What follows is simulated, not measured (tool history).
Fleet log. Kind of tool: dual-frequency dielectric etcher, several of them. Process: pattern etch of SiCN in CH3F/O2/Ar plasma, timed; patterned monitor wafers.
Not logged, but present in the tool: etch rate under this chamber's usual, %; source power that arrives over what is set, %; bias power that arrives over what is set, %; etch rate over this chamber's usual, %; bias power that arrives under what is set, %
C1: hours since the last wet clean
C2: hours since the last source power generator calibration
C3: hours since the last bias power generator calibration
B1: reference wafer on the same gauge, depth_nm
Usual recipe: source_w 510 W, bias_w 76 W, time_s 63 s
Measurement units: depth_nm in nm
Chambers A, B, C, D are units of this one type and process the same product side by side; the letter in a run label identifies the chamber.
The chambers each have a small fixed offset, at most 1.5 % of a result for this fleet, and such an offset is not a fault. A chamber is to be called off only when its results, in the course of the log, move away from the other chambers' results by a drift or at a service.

run 1A hour=7 | source_w=510 bias_w=76 time_s=63 | C1=447.4 C2=1401.1 C3=1480.2 | B1=24.292 | depth_nm=26.287
run 2D hour=11.5 | source_w=510 bias_w=76 time_s=63 | C1=379.1 C2=2125.1 C3=1340.6 | B1=24.298 | depth_nm=26.634
run 3C hour=15.3 | source_w=510 bias_w=76 time_s=63 | C1=295 C2=2764.9 C3=2165.7 | B1=24.312 | depth_nm=26.803
run 4B hour=21.3 | source_w=510 bias_w=76 time_s=63 | C1=292.7 C2=1034.5 C3=1118 | B1=24.293 | depth_nm=26.6
run 5D hour=28 | source_w=510 bias_w=76 time_s=63 | C1=395.6 C2=2141.6 C3=1357.1 | B1=24.297 | depth_nm=26.749
run 6A hour=33.2 | source_w=510 bias_w=76 time_s=63 | C1=473.6 C2=1427.3 C3=1506.4 | B1=24.306 | depth_nm=26.396
-- hour=33.9 chamber D: wet clean of the chamber
run 7C hour=40.3 | source_w=510 bias_w=76 time_s=63 | C1=320 C2=2789.9 C3=2190.7 | B1=24.295 | depth_nm=26.921
run 8B hour=43.9 | source_w=510 bias_w=76 time_s=63 | C1=315.3 C2=1057.1 C3=1140.6 | B1=24.304 | depth_nm=26.458
run 9A hour=47.8 | source_w=510 bias_w=76 time_s=63 | C1=488.2 C2=1441.9 C3=1521 | B1=24.31 | depth_nm=26.415
run 10C hour=51.2 | source_w=510 bias_w=76 time_s=63 | C1=330.9 C2=2800.8 C3=2201.6 | B1=24.312 | depth_nm=26.89
run 11B hour=57.6 | source_w=450 bias_w=61 time_s=63 | C1=329 C2=1070.8 C3=1154.3 | B1=24.305 | depth_nm=23.453
run 12D hour=61.6 | source_w=450 bias_w=61 time_s=63 | C1=27.7 C2=2175.2 C3=1390.7 | B1=24.287 | depth_nm=23.477
run 13D hour=64.8 | source_w=450 bias_w=61 time_s=63 | C1=30.9 C2=2178.4 C3=1393.9 | B1=24.3 | depth_nm=23.535
run 14A hour=68.4 | source_w=450 bias_w=61 time_s=63 | C1=508.8 C2=1462.5 C3=1541.6 | B1=24.303 | depth_nm=23.109
run 15B hour=71.9 | source_w=510 bias_w=76 time_s=63 | C1=343.3 C2=1085.1 C3=1168.6 | B1=24.3 | depth_nm=26.482
run 16C hour=76.6 | source_w=510 bias_w=76 time_s=63 | C1=356.3 C2=2826.2 C3=2227 | B1=24.307 | depth_nm=26.803
run 17D hour=79.7 | source_w=510 bias_w=76 time_s=63 | C1=45.8 C2=2193.3 C3=1408.8 | B1=24.302 | depth_nm=26.63
run 18B hour=85.5 | source_w=510 bias_w=76 time_s=63 | C1=356.9 C2=1098.7 C3=1182.2 | B1=24.289 | depth_nm=26.632
run 19A hour=91.8 | source_w=510 bias_w=76 time_s=63 | C1=532.2 C2=1485.9 C3=1565 | B1=24.32 | depth_nm=26.135
run 20C hour=96.1 | source_w=510 bias_w=76 time_s=63 | C1=375.8 C2=2845.7 C3=2246.5 | B1=24.289 | depth_nm=26.851
run 21B hour=100.7 | source_w=410 bias_w=65 time_s=63 | C1=372.1 C2=1113.9 C3=1197.4 | B1=24.29 | depth_nm=23.169
run 22D hour=104.6 | source_w=410 bias_w=65 time_s=63 | C1=70.7 C2=2218.2 C3=1433.7 | B1=24.313 | depth_nm=23.232
run 23C hour=110 | source_w=410 bias_w=65 time_s=63 | C1=389.7 C2=2859.6 C3=2260.4 | B1=24.277 | depth_nm=23.359
run 24A hour=115.6 | source_w=410 bias_w=65 time_s=63 | C1=556 C2=1509.7 C3=1588.8 | B1=24.278 | depth_nm=22.583
run 25C hour=118.9 | source_w=510 bias_w=76 time_s=63 | C1=398.6 C2=2868.5 C3=2269.3 | B1=24.294 | depth_nm=26.898
run 26B hour=122.6 | source_w=510 bias_w=76 time_s=63 | C1=394 C2=1135.8 C3=1219.3 | B1=24.305 | depth_nm=26.457
run 27D hour=128.2 | source_w=510 bias_w=76 time_s=63 | C1=94.3 C2=2241.8 C3=1457.3 | B1=24.296 | depth_nm=26.704
run 28A hour=132.1 | source_w=510 bias_w=76 time_s=63 | C1=572.5 C2=1526.2 C3=1605.3 | B1=24.296 | depth_nm=25.779
run 29B hour=135.2 | source_w=510 bias_w=76 time_s=63 | C1=406.6 C2=1148.4 C3=1231.9 | B1=24.296 | depth_nm=26.461
-- hour=136.4 chamber C: source power generator calibrated
run 30D hour=141 | source_w=510 bias_w=76 time_s=63 | C1=107.1 C2=2254.6 C3=1470.1 | B1=24.305 | depth_nm=26.594
run 31A hour=145.8 | source_w=510 bias_w=76 time_s=63 | C1=586.2 C2=1539.9 C3=1619 | B1=24.299 | depth_nm=25.896
run 32C hour=152.8 | source_w=510 bias_w=76 time_s=63 | C1=432.5 C2=16.5 C3=2303.2 | B1=24.296 | depth_nm=26.768
run 33D hour=156.5 | source_w=510 bias_w=76 time_s=63 | C1=122.6 C2=2270.1 C3=1485.6 | B1=24.314 | depth_nm=26.6
run 34B hour=162.9 | source_w=510 bias_w=76 time_s=63 | C1=434.3 C2=1176.1 C3=1259.6 | B1=24.296 | depth_nm=26.526
run 35C hour=169.3 | source_w=510 bias_w=76 time_s=63 | C1=449 C2=33 C3=2319.7 | B1=24.301 | depth_nm=26.8
run 36A hour=173.4 | source_w=510 bias_w=76 time_s=63 | C1=613.8 C2=1567.5 C3=1646.6 | B1=24.284 | depth_nm=25.537
run 37B hour=178 | source_w=510 bias_w=76 time_s=63 | C1=449.4 C2=1191.2 C3=1274.7 | B1=24.299 | depth_nm=26.448

Predict what each chamber gives when all 4 of them run the settings below next.
run 38A hour=183.1 | source_w=410 bias_w=76 time_s=63 | depth_nm=?
run 38B hour=183.1 | source_w=410 bias_w=76 time_s=63 | depth_nm=?
run 38C hour=183.1 | source_w=410 bias_w=76 time_s=63 | depth_nm=?
run 38D hour=183.1 | source_w=410 bias_w=76 time_s=63 | depth_nm=?

run=38A depth_nm=23.506
run=38B depth_nm=24.417
run=38C depth_nm=24.711
run=38D depth_nm=24.614
